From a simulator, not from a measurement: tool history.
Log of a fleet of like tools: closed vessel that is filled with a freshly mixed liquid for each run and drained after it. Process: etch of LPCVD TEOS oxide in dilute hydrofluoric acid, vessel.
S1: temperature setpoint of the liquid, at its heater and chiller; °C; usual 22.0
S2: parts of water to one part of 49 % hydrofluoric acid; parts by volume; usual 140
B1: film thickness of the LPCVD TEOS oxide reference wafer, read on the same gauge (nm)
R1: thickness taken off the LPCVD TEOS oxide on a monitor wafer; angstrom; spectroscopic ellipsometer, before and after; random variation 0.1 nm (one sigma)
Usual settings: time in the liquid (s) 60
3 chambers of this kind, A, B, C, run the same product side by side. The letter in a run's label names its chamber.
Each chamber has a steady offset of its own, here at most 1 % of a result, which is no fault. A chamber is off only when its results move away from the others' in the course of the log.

run 1C hour=12.4 | S1=22.0 S2=140 time_in_the_liquid_(s)=60 | B1=110.01 | R1=180.83
run 2A hour=23.6 | S1=22.0 S2=140 time_in_the_liquid_(s)=60 | B1=110.00 | R1=183.13
-- hour=24.0 chamber A: hydrofluoric acid flow meter replaced
run 3B hour=32.2 | S1=22.0 S2=140 time_in_the_liquid_(s)=60 | B1=110.00 | R1=185.23
run 4B hour=41.7 | S1=22.0 S2=140 time_in_the_liquid_(s)=60 | B1=110.00 | R1=185.08
run 5C hour=52.5 | S1=22.0 S2=140 time_in_the_liquid_(s)=60 | B1=110.00 | R1=182.87
run 6A hour=65.5 | S1=22.0 S2=140 time_in_the_liquid_(s)=60 | B1=110.00 | R1=184.01
run 7A hour=75.0 | S1=22.0 S2=140 time_in_the_liquid_(s)=60 | B1=110.01 | R1=184.54
run 8B hour=87.5 | S1=22.0 S2=140 time_in_the_liquid_(s)=60 | B1=110.00 | R1=184.78
run 9C hour=102.1 | S1=22.0 S2=140 time_in_the_liquid_(s)=60 | B1=110.01 | R1=182.52
run 10B hour=117.5 | S1=22.0 S2=140 time_in_the_liquid_(s)=60 | B1=109.99 | R1=185.75
run 11C hour=126.0 | S1=22.0 S2=140 time_in_the_liquid_(s)=60 | B1=110.01 | R1=182.71
run 12A hour=139.8 | S1=22.0 S2=140 time_in_the_liquid_(s)=60 | B1=110.00 | R1=183.20
run 13B hour=155.3 | S1=22.0 S2=140 time_in_the_liquid_(s)=60 | B1=110.02 | R1=183.98
run 14A hour=166.6 | S1=22.0 S2=140 time_in_the_liquid_(s)=35 | B1=110.00 | R1=107.24
run 15C hour=175.3 | S1=22.0 S2=140 time_in_the_liquid_(s)=35 | B1=110.00 | R1=106.72
run 16C hour=183.6 | S1=22.0 S2=140 time_in_the_liquid_(s)=35 | B1=110.00 | R1=107.06
run 17B hour=198.9 | S1=22.0 S2=140 time_in_the_liquid_(s)=60 | B1=110.00 | R1=185.76
run 18A hour=206.6 | S1=25.0 S2=140 time_in_the_liquid_(s)=60 | B1=110.00 | R1=207.49
run 19C hour=216.4 | S1=25.0 S2=140 time_in_the_liquid_(s)=60 | B1=110.01 | R1=206.00
run 20A hour=229.3 | S1=25.0 S2=140 time_in_the_liquid_(s)=60 | B1=110.02 | R1=208.35
run 21B hour=238.9 | S1=22.0 S2=140 time_in_the_liquid_(s)=60 | B1=110.00 | R1=185.10
run 22A hour=249.0 | S1=24.5 S2=140 time_in_the_liquid_(s)=60 | B1=110.00 | R1=201.95
run 23C hour=263.6 | S1=24.5 S2=140 time_in_the_liquid_(s)=60 | B1=109.99 | R1=202.72
run 24B hour=278.2 | S1=24.5 S2=140 time_in_the_liquid_(s)=60 | B1=110.00 | R1=203.74
run 25C hour=289.9 | S1=22.0 S2=140 time_in_the_liquid_(s)=60 | B1=110.00 | R1=182.37

All 3 chambers run these settings next. Forecast each chamber's results:
run 26A hour=301.2 | S1=19.0 S2=140 time_in_the_liquid_(s)=60 | R1=?
run 26B hour=301.2 | S1=19.0 S2=140 time_in_the_liquid_(s)=60 | R1=?
run 26C hour=301.2 | S1=19.0 S2=140 time_in_the_liquid_(s)=60 | R1=?

run=26A R1=163.34
run=26B R1=163.69
run=26C R1=162.05
